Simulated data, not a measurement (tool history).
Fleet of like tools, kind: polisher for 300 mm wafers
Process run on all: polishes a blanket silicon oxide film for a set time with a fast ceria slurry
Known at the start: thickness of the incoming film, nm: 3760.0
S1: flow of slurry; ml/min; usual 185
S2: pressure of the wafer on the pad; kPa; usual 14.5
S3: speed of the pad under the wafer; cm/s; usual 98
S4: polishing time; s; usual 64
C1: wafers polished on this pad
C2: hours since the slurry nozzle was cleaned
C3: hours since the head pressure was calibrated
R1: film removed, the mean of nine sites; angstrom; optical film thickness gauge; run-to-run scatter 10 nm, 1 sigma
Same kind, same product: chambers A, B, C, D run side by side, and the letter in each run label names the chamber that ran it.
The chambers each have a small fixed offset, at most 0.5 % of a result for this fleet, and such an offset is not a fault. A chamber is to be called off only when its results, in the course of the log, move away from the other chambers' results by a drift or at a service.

| run | hour | S1 | S2 | S3 | S4 | C1 | C2 | C3 | R1 |
|---|---|---|---|---|---|---|---|---|---|
| 1A | 7.5 | 185 | 14.5 | 98 | 64 | 132 | 39.3 | 55.6 | 8378.8 |
|  | 10.4 | chamber B: worn pad replaced by a new one |
| 2C | 20.6 | 185 | 14.5 | 98 | 64 | 878 | 191.8 | 232.2 | 8320.0 |
| 3B | 29.5 | 185 | 14.5 | 98 | 64 | 151 | 612.1 | 545.5 | 8197.9 |
| 4D | 36.9 | 185 | 14.5 | 98 | 64 | 1064 | 209.5 | 256.0 | 8251.7 |
| 5D | 50.0 | 185 | 14.5 | 98 | 64 | 1168 | 222.6 | 269.1 | 8228.8 |
| 6C | 61.4 | 185 | 14.5 | 98 | 64 | 1199 | 232.6 | 273.0 | 8251.8 |
|  | 61.9 | chamber D: worn pad replaced by a new one |
|  | 62.4 | chamber B: slurry nozzle cleaned |
| 7A | 72.9 | 185 | 14.5 | 98 | 64 | 648 | 104.7 | 121.0 | 8178.1 |
|  | 75.3 | chamber C: worn pad replaced by a new one |
| 8B | 80.5 | 185 | 14.5 | 98 | 64 | 553 | 18.2 | 596.5 | 8365.3 |
| 9B | 88.2 | 185 | 14.5 | 98 | 64 | 614 | 25.9 | 604.2 | 8322.1 |
| 10D | 95.4 | 185 | 14.5 | 98 | 64 | 264 | 268.0 | 314.5 | 8326.4 |
| 11C | 104.4 | 185 | 14.5 | 98 | 64 | 229 | 275.6 | 316.0 | 8262.3 |
|  | 115.2 | chamber C: slurry nozzle cleaned |
| 12A | 115.7 | 185 | 14.5 | 98 | 64 | 985 | 147.5 | 163.8 | 8184.4 |
| 13A | 129.0 | 185 | 14.5 | 98 | 64 | 1090 | 160.8 | 177.1 | 8205.3 |
| 14B | 135.8 | 185 | 14.5 | 98 | 64 | 989 | 73.5 | 651.8 | 8233.8 |
| 15C | 147.5 | 185 | 14.5 | 98 | 64 | 569 | 32.4 | 359.1 | 8173.6 |
| 16D | 159.1 | 185 | 14.5 | 98 | 64 | 766 | 331.7 | 378.2 | 8182.0 |
| 17B | 171.6 | 185 | 14.5 | 98 | 64 | 1271 | 109.3 | 687.6 | 8325.5 |
| 18A | 179.7 | 185 | 14.5 | 98 | 64 | 1490 | 211.5 | 227.8 | 8219.0 |
|  | 189.1 | chamber A: worn pad replaced by a new one |
| 19D | 193.1 | 185 | 14.5 | 98 | 64 | 1035 | 365.7 | 412.2 | 8276.3 |
| 20C | 202.3 | 185 | 14.5 | 98 | 64 | 1001 | 87.2 | 413.9 | 8131.3 |
|  | 206.9 | chamber B: worn pad replaced by a new one |
| 21D | 210.7 | 185 | 14.5 | 98 | 64 | 1173 | 383.3 | 429.8 | 8039.5 |
| 22C | 219.4 | 215 | 14.5 | 98 | 64 | 1136 | 104.3 | 431.0 | 8522.3 |
| 23B | 225.7 | 215 | 14.5 | 98 | 64 | 149 | 163.4 | 741.7 | 8553.5 |
|  | 229.3 | chamber D: worn pad replaced by a new one |
| 24A | 235.5 | 215 | 14.5 | 98 | 64 | 366 | 267.3 | 283.6 | 8446.1 |
| 25A | 246.2 | 215 | 14.5 | 98 | 64 | 450 | 278.0 | 294.3 | 8272.4 |
| 26B | 256.5 | 185 | 14.5 | 98 | 64 | 391 | 194.2 | 772.5 | 8224.1 |
|  | 260.9 | chamber C: worn pad replaced by a new one |
| 27D | 266.5 | 185 | 14.5 | 116 | 64 | 293 | 439.1 | 485.6 | 9278.6 |
| 28C | 273.7 | 185 | 14.5 | 116 | 64 | 101 | 158.6 | 485.3 | 9850.7 |
| 29B | 282.1 | 185 | 14.5 | 116 | 64 | 593 | 219.8 | 798.1 | 9765.3 |
| 30D | 289.8 | 185 | 14.5 | 116 | 64 | 477 | 462.4 | 508.9 | 9231.7 |
| 31C | 303.7 | 185 | 14.5 | 98 | 64 | 337 | 188.6 | 515.3 | 8368.9 |
| 32A | 310.9 | 185 | 14.5 | 98 | 64 | 961 | 342.7 | 359.0 | 8267.8 |
| 33D | 324.2 | 185 | 14.5 | 98 | 64 | 748 | 496.8 | 543.3 | 7909.4 |
| 34C | 334.7 | 185 | 14.5 | 98 | 64 | 582 | 219.6 | 546.3 | 8418.3 |
| 35B | 341.3 | 185 | 14.5 | 98 | 64 | 1060 | 279.0 | 857.3 | 8401.6 |
| 36A | 353.8 | 185 | 14.5 | 98 | 64 | 1299 | 385.6 | 401.9 | 8159.8 |
|  | 358.7 | chamber A: worn pad replaced by a new one |
| 37D | 363.1 | 185 | 14.5 | 98 | 64 | 1055 | 535.7 | 582.2 | 7693.7 |
| 38B | 374.6 | 185 | 14.5 | 98 | 64 | 1323 | 312.3 | 890.6 | 8349.2 |
| 39A | 387.0 | 185 | 14.5 | 98 | 64 | 223 | 418.8 | 435.1 | 8264.7 |

For the next run the whole fleet of 4 chambers uses the same settings. Give each chamber's results:
| 40A | 397.0 | 185 | 14.5 | 98 | 64 |  |  |  | ? |
| 40B | 397.0 | 185 | 14.5 | 98 | 64 |  |  |  | ? |
| 40C | 397.0 | 185 | 14.5 | 98 | 64 |  |  |  | ? |
| 40D | 397.0 | 185 | 14.5 | 98 | 64 |  |  |  | ? |

| run | R1 |
|---|---|
| 40A | 8159.6 |
| 40B | 8289.7 |
| 40C | 8344.9 |
| 40D | 7458.5 |

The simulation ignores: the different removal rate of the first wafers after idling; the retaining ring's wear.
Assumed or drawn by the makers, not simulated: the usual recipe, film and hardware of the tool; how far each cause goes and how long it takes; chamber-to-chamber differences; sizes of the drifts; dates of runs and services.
